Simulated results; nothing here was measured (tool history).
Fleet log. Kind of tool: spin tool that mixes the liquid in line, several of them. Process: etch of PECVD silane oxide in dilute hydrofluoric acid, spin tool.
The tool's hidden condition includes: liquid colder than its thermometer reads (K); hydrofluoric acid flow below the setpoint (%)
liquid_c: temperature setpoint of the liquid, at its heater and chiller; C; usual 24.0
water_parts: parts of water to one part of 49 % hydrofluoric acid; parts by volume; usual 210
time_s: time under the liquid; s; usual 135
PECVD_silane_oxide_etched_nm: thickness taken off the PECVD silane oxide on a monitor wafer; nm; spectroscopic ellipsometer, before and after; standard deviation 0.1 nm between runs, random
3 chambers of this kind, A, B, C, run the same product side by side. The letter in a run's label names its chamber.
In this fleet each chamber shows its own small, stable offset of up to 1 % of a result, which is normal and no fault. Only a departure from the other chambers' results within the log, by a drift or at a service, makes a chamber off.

| run | hour | liquid_c | water_parts | time_s | hours since the thermometer was replaced | hours since the hydrofluoric acid flow meter was replaced | read-back film thickness of the PECVD silane oxide reference wafer, read on the same gauge (nm) | PECVD_silane_oxide_etched_nm |
|---|---|---|---|---|---|---|---|---|
| 1C | 7.9 | 24.0 | 210 | 135 | 1832.5 | 583.0 | 59.989 | 22.132 |
| 2A | 17.7 | 24.0 | 210 | 135 | 691.8 | 1163.5 | 60.013 | 21.861 |
| 3B | 26.8 | 24.0 | 210 | 135 | 435.1 | 672.5 | 60.021 | 21.820 |
| 4A | 37.5 | 24.0 | 210 | 135 | 711.6 | 1183.3 | 59.993 | 22.016 |
| 5B | 49.8 | 22.0 | 210 | 200 | 458.1 | 695.5 | 60.010 | 29.946 |
| 6C | 57.3 | 22.0 | 210 | 200 | 1881.9 | 632.4 | 59.981 | 30.135 |
| 7A | 65.4 | 22.0 | 210 | 200 | 739.5 | 1211.2 | 59.959 | 30.224 |
| 8B | 74.8 | 24.0 | 210 | 135 | 483.1 | 720.5 | 60.042 | 21.892 |
| 9C | 87.8 | 24.0 | 210 | 135 | 1912.4 | 662.9 | 59.993 | 22.081 |
|  | 92.9 | chamber A: hydrofluoric acid flow meter replaced |
| 10C | 97.4 | 24.0 | 210 | 135 | 1922.0 | 672.5 | 59.987 | 21.846 |
| 11A | 106.4 | 24.0 | 210 | 135 | 780.5 | 13.5 | 60.017 | 21.790 |
| 12B | 113.5 | 19.5 | 210 | 90 | 521.8 | 759.2 | 59.983 | 12.310 |
|  | 119.7 | chamber C: hydrofluoric acid flow meter replaced |
| 13C | 127.3 | 19.5 | 210 | 90 | 1951.9 | 7.7 | 59.975 | 12.310 |
| 14A | 139.2 | 19.5 | 210 | 90 | 813.3 | 46.3 | 59.976 | 12.305 |
| 15B | 147.7 | 24.0 | 210 | 135 | 556.0 | 793.4 | 60.013 | 21.812 |
| 16C | 159.8 | 24.0 | 210 | 135 | 1984.4 | 40.2 | 59.959 | 22.002 |
| 17A | 172.9 | 24.0 | 210 | 135 | 847.0 | 80.0 | 60.028 | 21.848 |
| 18B | 184.2 | 24.0 | 210 | 135 | 592.5 | 829.9 | 60.037 | 21.901 |
| 19C | 199.4 | 24.0 | 210 | 135 | 2024.0 | 79.8 | 59.992 | 21.947 |
| 20B | 213.8 | 24.0 | 210 | 135 | 622.1 | 859.5 | 59.991 | 21.700 |
| 21A | 224.0 | 24.0 | 210 | 135 | 898.1 | 131.1 | 60.003 | 21.857 |
| 22C | 236.2 | 24.0 | 210 | 135 | 2060.8 | 116.6 | 60.030 | 22.016 |
| 23A | 246.1 | 24.0 | 210 | 135 | 920.2 | 153.2 | 59.999 | 21.977 |
| 24B | 257.2 | 24.0 | 210 | 135 | 665.5 | 902.9 | 60.038 | 21.644 |
| 25C | 267.3 | 24.0 | 210 | 135 | 2091.9 | 147.7 | 59.996 | 21.977 |
| 26A | 275.0 | 24.0 | 210 | 135 | 949.1 | 182.1 | 59.995 | 21.902 |
| 27B | 283.1 | 24.0 | 210 | 135 | 691.4 | 928.8 | 59.993 | 21.625 |
| 28A | 298.6 | 24.0 | 125 | 165 | 972.7 | 205.7 | 59.976 | 48.635 |
| 29B | 313.5 | 24.0 | 125 | 165 | 721.8 | 959.2 | 60.022 | 49.590 |
| 30C | 328.3 | 24.0 | 125 | 165 | 2152.9 | 208.7 | 59.948 | 49.784 |
| 31B | 341.2 | 24.0 | 210 | 135 | 749.5 | 986.9 | 59.990 | 21.847 |
| 32A | 349.8 | 24.0 | 210 | 135 | 1023.9 | 256.9 | 60.015 | 21.772 |
|  | 352.3 | chamber B: hydrofluoric acid flow meter replaced |
| 33C | 364.3 | 24.0 | 135 | 85 | 2188.9 | 244.7 | 60.036 | 23.451 |
| 34B | 374.9 | 24.0 | 135 | 85 | 783.2 | 22.7 | 60.003 | 23.360 |
| 35C | 384.7 | 24.0 | 135 | 85 | 2209.3 | 265.1 | 59.980 | 23.394 |
| 36A | 398.2 | 24.0 | 210 | 135 | 1072.3 | 305.3 | 59.990 | 22.045 |
| 37C | 409.3 | 24.0 | 210 | 135 | 2233.9 | 289.7 | 60.008 | 22.165 |
| 38B | 419.4 | 24.0 | 210 | 135 | 827.7 | 67.2 | 60.017 | 21.745 |
| 39A | 431.6 | 24.0 | 210 | 135 | 1105.7 | 338.7 | 60.033 | 21.717 |
| 40C | 438.7 | 24.0 | 210 | 135 | 2263.3 | 319.1 | 59.990 | 21.992 |
| 41A | 447.2 | 24.0 | 210 | 135 | 1121.3 | 354.3 | 60.070 | 21.746 |
| 42B | 462.3 | 24.0 | 210 | 135 | 870.6 | 110.1 | 60.020 | 21.678 |
| 43A | 474.2 | 24.0 | 210 | 135 | 1148.3 | 381.3 | 60.013 | 21.980 |

For the next run the whole fleet of 3 chambers uses the same settings. Give each chamber's results:
| 44A | 485.6 | 24.0 | 115 | 135 |  |  |  | ? |
| 44B | 485.6 | 24.0 | 115 | 135 |  |  |  | ? |
| 44C | 485.6 | 24.0 | 115 | 135 |  |  |  | ? |

| run | PECVD_silane_oxide_etched_nm |
|---|---|
| 44A | 43.889 |
| 44B | 44.693 |
| 44C | 44.648 |

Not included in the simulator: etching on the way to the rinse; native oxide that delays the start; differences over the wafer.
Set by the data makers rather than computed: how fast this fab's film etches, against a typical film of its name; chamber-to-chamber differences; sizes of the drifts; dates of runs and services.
